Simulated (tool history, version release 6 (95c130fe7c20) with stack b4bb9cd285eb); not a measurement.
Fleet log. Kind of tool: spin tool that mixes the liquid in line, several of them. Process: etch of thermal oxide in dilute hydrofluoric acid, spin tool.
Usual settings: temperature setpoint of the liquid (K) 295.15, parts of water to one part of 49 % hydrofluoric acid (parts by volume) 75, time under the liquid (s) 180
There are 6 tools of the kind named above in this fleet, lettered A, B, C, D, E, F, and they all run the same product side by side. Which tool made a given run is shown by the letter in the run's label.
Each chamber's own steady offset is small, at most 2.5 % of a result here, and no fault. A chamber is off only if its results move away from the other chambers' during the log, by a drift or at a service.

run	hour	temperature setpoint of the liquid (K)	parts of water to one part of 49 % hydrofluoric acid (parts by volume)	time under the liquid (s)	hours since the thermometer was replaced	hours since the hydrofluoric acid flow meter was replaced	read-back film thickness of the thermal oxide reference wafer, read on the same gauge (nm)	thickness taken off the thermal oxide on a monitor wafer (Å)
# hour 8.0: chamber F: hydrofluoric acid flow meter replaced
1D	12.9	295.15	75	180	1366.0	531.1	59.988	112.680
2C	20.0	295.15	75	180	264.4	968.5	59.982	113.240
3A	32.2	295.15	75	180	2580.5	190.7	59.973	111.430
4F	46.9	295.15	75	180	67.4	39.0	59.978	110.950
5B	54.3	295.15	75	180	1055.6	519.9	59.997	111.210
6E	63.9	295.15	75	180	323.8	2204.2	60.005	112.770
# hour 69.7: chamber E: hydrofluoric acid flow meter replaced
7D	75.2	295.15	75	180	1428.3	593.4	60.041	111.560
8E	88.5	295.15	75	180	348.4	18.8	60.003	112.030
# hour 90.0: chamber A: thermometer replaced
9F	96.2	292.15	110	180	116.7	88.3	60.003	65.126
10A	106.5	292.15	110	180	16.6	265.0	60.002	62.993
11B	119.5	292.15	110	180	1120.8	585.1	60.000	65.422
12C	130.0	292.15	110	180	374.4	1078.5	59.981	65.813
13E	141.8	292.15	110	180	401.7	72.1	59.975	65.098
14C	154.2	292.15	110	180	398.6	1102.7	59.966	64.993
# hour 154.3: chamber B: hydrofluoric acid flow meter replaced
15D	162.3	295.15	75	180	1515.4	680.5	60.049	111.400
16F	174.8	295.15	75	180	195.3	166.9	60.005	112.130
17B	186.0	295.15	40	180	1187.3	31.8	60.034	221.160
18A	200.2	295.15	40	180	110.3	358.7	60.015	221.200
19A	208.4	295.15	40	180	118.5	366.9	60.014	222.140
20E	222.3	295.15	40	180	482.2	152.6	60.025	213.930
21C	230.1	295.15	40	180	474.5	1178.6	59.981	225.030
22B	240.9	295.15	40	180	1242.2	86.7	60.008	222.550
# hour 246.5: chamber D: hydrofluoric acid flow meter replaced
23F	253.1	291.65	75	180	273.6	245.2	60.032	96.258
24D	266.3	291.65	75	180	1619.4	19.9	59.956	97.495
25F	275.1	291.65	75	180	295.6	267.2	59.994	96.499
26B	286.6	291.65	75	180	1287.9	132.4	60.014	100.530
27D	300.8	291.65	75	180	1653.9	54.4	59.995	97.156
28A	313.0	291.65	75	180	223.1	471.5	60.017	96.355
29E	321.9	295.15	75	180	581.8	252.2	60.010	111.900
30C	329.1	295.15	75	180	573.5	1277.6	60.013	114.300
31F	339.9	295.15	75	180	360.4	332.0	60.050	111.810
# hour 340.3: chamber A: hydrofluoric acid flow meter replaced
32D	347.8	295.15	75	180	1700.9	101.4	60.011	111.300
33A	356.2	295.15	75	180	266.3	15.9	60.026	109.440
34C	370.4	295.15	75	180	614.8	1318.9	60.025	113.610
35B	378.4	295.15	75	180	1379.7	224.2	59.924	117.790
36E	391.5	295.15	75	180	651.4	321.8	60.032	111.230
37B	399.5	295.15	60	180	1400.8	245.3	59.982	153.690
38D	409.5	295.15	60	180	1762.6	163.1	60.031	143.710
39A	417.4	295.15	60	180	327.5	77.1	59.967	143.910
40C	430.5	295.15	60	180	674.9	1379.0	59.959	144.350
41E	437.4	295.15	60	180	697.3	367.7	59.980	141.420

All chambers now run identical settings, listed one chamber a line with results as question marks. What results will each chamber show?
42A	448.2	295.15	75	265				?
42B	448.2	295.15	75	265				?
42C	448.2	295.15	75	265				?
42D	448.2	295.15	75	265				?
42E	448.2	295.15	75	265				?
42F	448.2	295.15	75	265				?

run	thickness taken off the thermal oxide on a monitor wafer (Å)
42A	164.090
42B	177.080
42C	169.010
42D	164.600
42E	164.860
42F	164.560
